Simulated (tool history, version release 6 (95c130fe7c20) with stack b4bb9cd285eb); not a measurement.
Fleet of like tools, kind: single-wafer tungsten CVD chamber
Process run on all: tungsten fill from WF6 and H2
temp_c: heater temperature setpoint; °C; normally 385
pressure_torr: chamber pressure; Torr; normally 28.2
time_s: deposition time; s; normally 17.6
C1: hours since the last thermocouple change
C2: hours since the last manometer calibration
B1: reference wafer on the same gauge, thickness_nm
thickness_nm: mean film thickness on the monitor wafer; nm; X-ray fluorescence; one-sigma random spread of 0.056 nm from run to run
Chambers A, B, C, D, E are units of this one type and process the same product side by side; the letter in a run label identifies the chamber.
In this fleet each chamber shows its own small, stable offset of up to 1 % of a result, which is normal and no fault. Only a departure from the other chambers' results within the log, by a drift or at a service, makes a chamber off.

{"hour": 5.1, "done": "chamber D: capacitance manometer re-zeroed and calibrated"}
{"run": "1C", "hour": 12.4, "temp_c": 385, "pressure_torr": 28.2, "time_s": 17.6, "C1": 1087.3, "C2": 188.9, "B1": 42.683, "thickness_nm": 36.916}
{"run": "2A", "hour": 18.4, "temp_c": 385, "pressure_torr": 28.2, "time_s": 17.6, "C1": 390.4, "C2": 236.8, "B1": 42.676, "thickness_nm": 37.145}
{"run": "3B", "hour": 26.4, "temp_c": 385, "pressure_torr": 28.2, "time_s": 17.6, "C1": 541.4, "C2": 530.8, "B1": 42.681, "thickness_nm": 37.261}
{"run": "4D", "hour": 37.1, "temp_c": 385, "pressure_torr": 28.2, "time_s": 17.6, "C1": 974.4, "C2": 32.1, "B1": 42.668, "thickness_nm": 37.121}
{"run": "5E", "hour": 43.7, "temp_c": 385, "pressure_torr": 28.2, "time_s": 17.6, "C1": 2111.5, "C2": 584.8, "B1": 42.664, "thickness_nm": 36.787}
{"run": "6A", "hour": 50.4, "temp_c": 385, "pressure_torr": 28.2, "time_s": 17.6, "C1": 422.4, "C2": 268.8, "B1": 42.637, "thickness_nm": 37.129}
{"run": "7C", "hour": 57.1, "temp_c": 385, "pressure_torr": 28.2, "time_s": 17.6, "C1": 1132, "C2": 233.6, "B1": 42.66, "thickness_nm": 36.969}
{"run": "8E", "hour": 67.5, "temp_c": 374, "pressure_torr": 28.2, "time_s": 17.6, "C1": 2135.3, "C2": 608.6, "B1": 42.639, "thickness_nm": 29.414}
{"run": "9D", "hour": 76.0, "temp_c": 374, "pressure_torr": 28.2, "time_s": 17.6, "C1": 1013.3, "C2": 71, "B1": 42.623, "thickness_nm": 29.598}
{"run": "10B", "hour": 87.2, "temp_c": 374, "pressure_torr": 28.2, "time_s": 17.6, "C1": 602.2, "C2": 591.6, "B1": 42.613, "thickness_nm": 29.922}
{"run": "11C", "hour": 94.6, "temp_c": 374, "pressure_torr": 28.2, "time_s": 17.6, "C1": 1169.5, "C2": 271.1, "B1": 42.621, "thickness_nm": 29.44}
{"run": "12D", "hour": 100.7, "temp_c": 374, "pressure_torr": 28.2, "time_s": 17.6, "C1": 1038, "C2": 95.7, "B1": 42.612, "thickness_nm": 29.608}
{"run": "13A", "hour": 106.9, "temp_c": 385, "pressure_torr": 28.2, "time_s": 17.6, "C1": 478.9, "C2": 325.3, "B1": 42.596, "thickness_nm": 37.136}
{"run": "14B", "hour": 114.6, "temp_c": 385, "pressure_torr": 28.2, "time_s": 15, "C1": 629.6, "C2": 619, "B1": 42.596, "thickness_nm": 31.693}
{"run": "15E", "hour": 123.6, "temp_c": 385, "pressure_torr": 28.2, "time_s": 15, "C1": 2191.4, "C2": 664.7, "B1": 42.586, "thickness_nm": 31.315}
{"run": "16A", "hour": 132.0, "temp_c": 385, "pressure_torr": 28.2, "time_s": 15, "C1": 504, "C2": 350.4, "B1": 42.574, "thickness_nm": 31.579}
{"run": "17B", "hour": 143.9, "temp_c": 385, "pressure_torr": 28.2, "time_s": 15, "C1": 658.9, "C2": 648.3, "B1": 42.561, "thickness_nm": 31.639}
{"run": "18C", "hour": 150.1, "temp_c": 385, "pressure_torr": 28.2, "time_s": 15, "C1": 1225, "C2": 326.6, "B1": 42.556, "thickness_nm": 31.349}
{"run": "19E", "hour": 158.2, "temp_c": 385, "pressure_torr": 28.2, "time_s": 17.6, "C1": 2226, "C2": 699.3, "B1": 42.529, "thickness_nm": 36.681}
{"run": "20D", "hour": 170.6, "temp_c": 385, "pressure_torr": 28.2, "time_s": 17.6, "C1": 1107.9, "C2": 165.6, "B1": 42.537, "thickness_nm": 37.134}
{"run": "21D", "hour": 180.6, "temp_c": 385, "pressure_torr": 28.2, "time_s": 17.6, "C1": 1117.9, "C2": 175.6, "B1": 42.544, "thickness_nm": 36.996}
{"run": "22E", "hour": 191.2, "temp_c": 385, "pressure_torr": 28.2, "time_s": 17.6, "C1": 2259, "C2": 732.3, "B1": 42.52, "thickness_nm": 36.782}
{"run": "23C", "hour": 196.9, "temp_c": 385, "pressure_torr": 28.2, "time_s": 17.6, "C1": 1271.8, "C2": 373.4, "B1": 42.526, "thickness_nm": 36.775}
{"hour": 200.7, "done": "chamber E: thermocouple changed; heater temperature recalibrated"}
{"run": "24B", "hour": 204.1, "temp_c": 385, "pressure_torr": 28.2, "time_s": 17.6, "C1": 719.1, "C2": 708.5, "B1": 42.513, "thickness_nm": 37.071}
{"run": "25A", "hour": 212.2, "temp_c": 385, "pressure_torr": 28.2, "time_s": 17.6, "C1": 584.2, "C2": 430.6, "B1": 42.508, "thickness_nm": 37.064}
{"run": "26E", "hour": 218.7, "temp_c": 385, "pressure_torr": 28.2, "time_s": 17.6, "C1": 18.1, "C2": 759.8, "B1": 42.485, "thickness_nm": 36.794}
{"run": "27C", "hour": 227.7, "temp_c": 385, "pressure_torr": 28.2, "time_s": 17.6, "C1": 1302.6, "C2": 404.2, "B1": 42.469, "thickness_nm": 36.872}
{"run": "28D", "hour": 235.9, "temp_c": 385, "pressure_torr": 28.2, "time_s": 17.6, "C1": 1173.2, "C2": 230.9, "B1": 42.472, "thickness_nm": 36.987}
{"run": "29B", "hour": 241.3, "temp_c": 385, "pressure_torr": 24.3, "time_s": 19.3, "C1": 756.3, "C2": 745.7, "B1": 42.454, "thickness_nm": 37.853}
{"run": "30A", "hour": 253.1, "temp_c": 385, "pressure_torr": 24.3, "time_s": 19.3, "C1": 625.1, "C2": 471.5, "B1": 42.464, "thickness_nm": 37.727}
{"run": "31E", "hour": 261.8, "temp_c": 385, "pressure_torr": 24.3, "time_s": 19.3, "C1": 61.2, "C2": 802.9, "B1": 42.46, "thickness_nm": 37.527}
{"run": "32C", "hour": 268.2, "temp_c": 385, "pressure_torr": 24.3, "time_s": 19.3, "C1": 1343.1, "C2": 444.7, "B1": 42.45, "thickness_nm": 37.582}

All 5 chambers run these settings next. Forecast each chamber's results:
{"run": "33A", "hour": 277.2, "temp_c": 385, "pressure_torr": 32.2, "time_s": 17.6, "thickness_nm": "?"}
{"run": "33B", "hour": 277.2, "temp_c": 385, "pressure_torr": 32.2, "time_s": 17.6, "thickness_nm": "?"}
{"run": "33C", "hour": 277.2, "temp_c": 385, "pressure_torr": 32.2, "time_s": 17.6, "thickness_nm": "?"}
{"run": "33D", "hour": 277.2, "temp_c": 385, "pressure_torr": 32.2, "time_s": 17.6, "thickness_nm": "?"}
{"run": "33E", "hour": 277.2, "temp_c": 385, "pressure_torr": 32.2, "time_s": 17.6, "thickness_nm": "?"}

run=33A thickness_nm=39.312
run=33B thickness_nm=39.446
run=33C thickness_nm=39.14
run=33D thickness_nm=39.306
run=33E thickness_nm=39.06
